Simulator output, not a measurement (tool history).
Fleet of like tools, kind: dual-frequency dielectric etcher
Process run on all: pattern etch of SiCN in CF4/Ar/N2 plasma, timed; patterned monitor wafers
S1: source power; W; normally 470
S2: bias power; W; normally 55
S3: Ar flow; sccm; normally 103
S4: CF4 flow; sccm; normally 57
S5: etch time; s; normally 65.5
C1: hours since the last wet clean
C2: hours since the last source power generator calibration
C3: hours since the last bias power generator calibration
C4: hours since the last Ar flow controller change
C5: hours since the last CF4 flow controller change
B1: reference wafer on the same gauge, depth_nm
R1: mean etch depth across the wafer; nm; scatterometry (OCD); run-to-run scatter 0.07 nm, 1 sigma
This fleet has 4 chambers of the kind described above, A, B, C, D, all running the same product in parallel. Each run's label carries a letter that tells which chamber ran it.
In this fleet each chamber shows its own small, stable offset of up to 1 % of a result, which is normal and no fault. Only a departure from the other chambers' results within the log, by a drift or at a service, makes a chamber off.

{"run": "1C", "hour": 7.6, "S1": 470, "S2": 55, "S3": 103, "S4": 57, "S5": 65.5, "C1": 333.9, "C2": 306.4, "C3": 1488.5, "C4": 818.8, "C5": 2167.1, "B1": 52.11, "R1": 51.1}
{"run": "2A", "hour": 17.8, "S1": 470, "S2": 55, "S3": 103, "S4": 57, "S5": 65.5, "C1": 512.5, "C2": 2608.6, "C3": 2003.8, "C4": 2895.6, "C5": 4699.4, "B1": 52.107, "R1": 51.29}
{"run": "3B", "hour": 25.0, "S1": 470, "S2": 55, "S3": 103, "S4": 57, "S5": 65.5, "C1": 406.1, "C2": 558.4, "C3": 390.6, "C4": 1353.6, "C5": 2314.9, "B1": 52.131, "R1": 50.93}
{"run": "4D", "hour": 32.6, "S1": 470, "S2": 55, "S3": 103, "S4": 57, "S5": 65.5, "C1": 282.5, "C2": 2246.1, "C3": 649.7, "C4": 3841, "C5": 1012, "B1": 52.119, "R1": 51.632}
{"run": "5A", "hour": 38.6, "S1": 470, "S2": 55, "S3": 103, "S4": 57, "S5": 65.5, "C1": 533.3, "C2": 2629.4, "C3": 2024.6, "C4": 2916.4, "C5": 4720.2, "B1": 52.148, "R1": 51.231}
{"run": "6D", "hour": 47.0, "S1": 470, "S2": 55, "S3": 103, "S4": 57, "S5": 65.5, "C1": 296.9, "C2": 2260.5, "C3": 664.1, "C4": 3855.4, "C5": 1026.4, "B1": 52.174, "R1": 51.649}
{"run": "7C", "hour": 58.1, "S1": 580, "S2": 55, "S3": 83, "S4": 57, "S5": 65.5, "C1": 384.4, "C2": 356.9, "C3": 1539, "C4": 869.3, "C5": 2217.6, "B1": 52.187, "R1": 64.104}
{"run": "8B", "hour": 64.4, "S1": 580, "S2": 55, "S3": 83, "S4": 57, "S5": 65.5, "C1": 445.5, "C2": 597.8, "C3": 430, "C4": 1393, "C5": 2354.3, "B1": 52.214, "R1": 63.871}
{"run": "9B", "hour": 71.0, "S1": 580, "S2": 55, "S3": 83, "S4": 57, "S5": 65.5, "C1": 452.1, "C2": 604.4, "C3": 436.6, "C4": 1399.6, "C5": 2360.9, "B1": 52.192, "R1": 63.665}
{"run": "10A", "hour": 79.7, "S1": 580, "S2": 55, "S3": 83, "S4": 57, "S5": 65.5, "C1": 574.4, "C2": 2670.5, "C3": 2065.7, "C4": 2957.5, "C5": 4761.3, "B1": 52.209, "R1": 64.042}
{"hour": 81.3, "done": "chamber A: wet clean of the chamber"}
{"run": "11D", "hour": 89.1, "S1": 470, "S2": 55, "S3": 103, "S4": 57, "S5": 65.5, "C1": 339, "C2": 2302.6, "C3": 706.2, "C4": 3897.5, "C5": 1068.5, "B1": 52.236, "R1": 51.742}
{"run": "12C", "hour": 94.8, "S1": 470, "S2": 55, "S3": 103, "S4": 57, "S5": 65.5, "C1": 421.1, "C2": 393.6, "C3": 1575.7, "C4": 906, "C5": 2254.3, "B1": 52.25, "R1": 51.136}
{"hour": 95.6, "done": "chamber B: wet clean of the chamber"}
{"run": "13A", "hour": 103.8, "S1": 470, "S2": 55, "S3": 103, "S4": 57, "S5": 65.5, "C1": 22.5, "C2": 2694.6, "C3": 2089.8, "C4": 2981.6, "C5": 4785.4, "B1": 52.238, "R1": 51.245}
{"run": "14B", "hour": 111.5, "S1": 470, "S2": 55, "S3": 103, "S4": 57, "S5": 65.5, "C1": 15.9, "C2": 644.9, "C3": 477.1, "C4": 1440.1, "C5": 2401.4, "B1": 52.258, "R1": 51.098}
{"run": "15C", "hour": 122.3, "S1": 470, "S2": 55, "S3": 103, "S4": 57, "S5": 65.5, "C1": 448.6, "C2": 421.1, "C3": 1603.2, "C4": 933.5, "C5": 2281.8, "B1": 52.267, "R1": 51.095}
{"run": "16D", "hour": 130.6, "S1": 470, "S2": 55, "S3": 103, "S4": 57, "S5": 65.5, "C1": 380.5, "C2": 2344.1, "C3": 747.7, "C4": 3939, "C5": 1110, "B1": 52.273, "R1": 51.747}
{"hour": 135.1, "done": "chamber C: wet clean of the chamber"}
{"run": "17B", "hour": 140.5, "S1": 470, "S2": 55, "S3": 103, "S4": 57, "S5": 65.5, "C1": 44.9, "C2": 673.9, "C3": 506.1, "C4": 1469.1, "C5": 2430.4, "B1": 52.286, "R1": 51.211}
{"run": "18D", "hour": 146.4, "S1": 470, "S2": 55, "S3": 103, "S4": 57, "S5": 65.5, "C1": 396.3, "C2": 2359.9, "C3": 763.5, "C4": 3954.8, "C5": 1125.8, "B1": 52.302, "R1": 51.846}
{"run": "19C", "hour": 157.0, "S1": 470, "S2": 55, "S3": 103, "S4": 57, "S5": 65.5, "C1": 22, "C2": 455.8, "C3": 1637.9, "C4": 968.2, "C5": 2316.5, "B1": 52.329, "R1": 51.293}
{"run": "20A", "hour": 163.0, "S1": 470, "S2": 55, "S3": 103, "S4": 63, "S5": 65.5, "C1": 81.7, "C2": 2753.8, "C3": 2149, "C4": 3040.8, "C5": 4844.6, "B1": 52.334, "R1": 52.198}
{"run": "21D", "hour": 168.7, "S1": 470, "S2": 55, "S3": 103, "S4": 63, "S5": 65.5, "C1": 418.6, "C2": 2382.2, "C3": 785.8, "C4": 3977.1, "C5": 1148.1, "B1": 52.346, "R1": 52.785}
{"run": "22C", "hour": 178.8, "S1": 470, "S2": 55, "S3": 103, "S4": 63, "S5": 65.5, "C1": 43.8, "C2": 477.6, "C3": 1659.7, "C4": 990, "C5": 2338.3, "B1": 52.344, "R1": 52.307}
{"run": "23A", "hour": 188.2, "S1": 470, "S2": 55, "S3": 103, "S4": 63, "S5": 65.5, "C1": 106.9, "C2": 2779, "C3": 2174.2, "C4": 3066, "C5": 4869.8, "B1": 52.373, "R1": 52.386}
{"run": "24B", "hour": 194.8, "S1": 540, "S2": 55, "S3": 117, "S4": 57, "S5": 65.5, "C1": 99.2, "C2": 728.2, "C3": 560.4, "C4": 1523.4, "C5": 2484.7, "B1": 52.37, "R1": 56.416}
{"run": "25D", "hour": 203.6, "S1": 540, "S2": 55, "S3": 117, "S4": 57, "S5": 65.5, "C1": 453.5, "C2": 2417.1, "C3": 820.7, "C4": 4012, "C5": 1183, "B1": 52.381, "R1": 57.476}

Has any chamber moved away from the others, gradually or after a service, or does the common gauge drift, or do the chambers differ only by their own small steady offsets? State the chamber and the most likely cause if one applies.

The shared gauge is drifting. All chambers look as if they move in step, but none is off.
What lies behind it: gauge reads high (%) = 0.568.
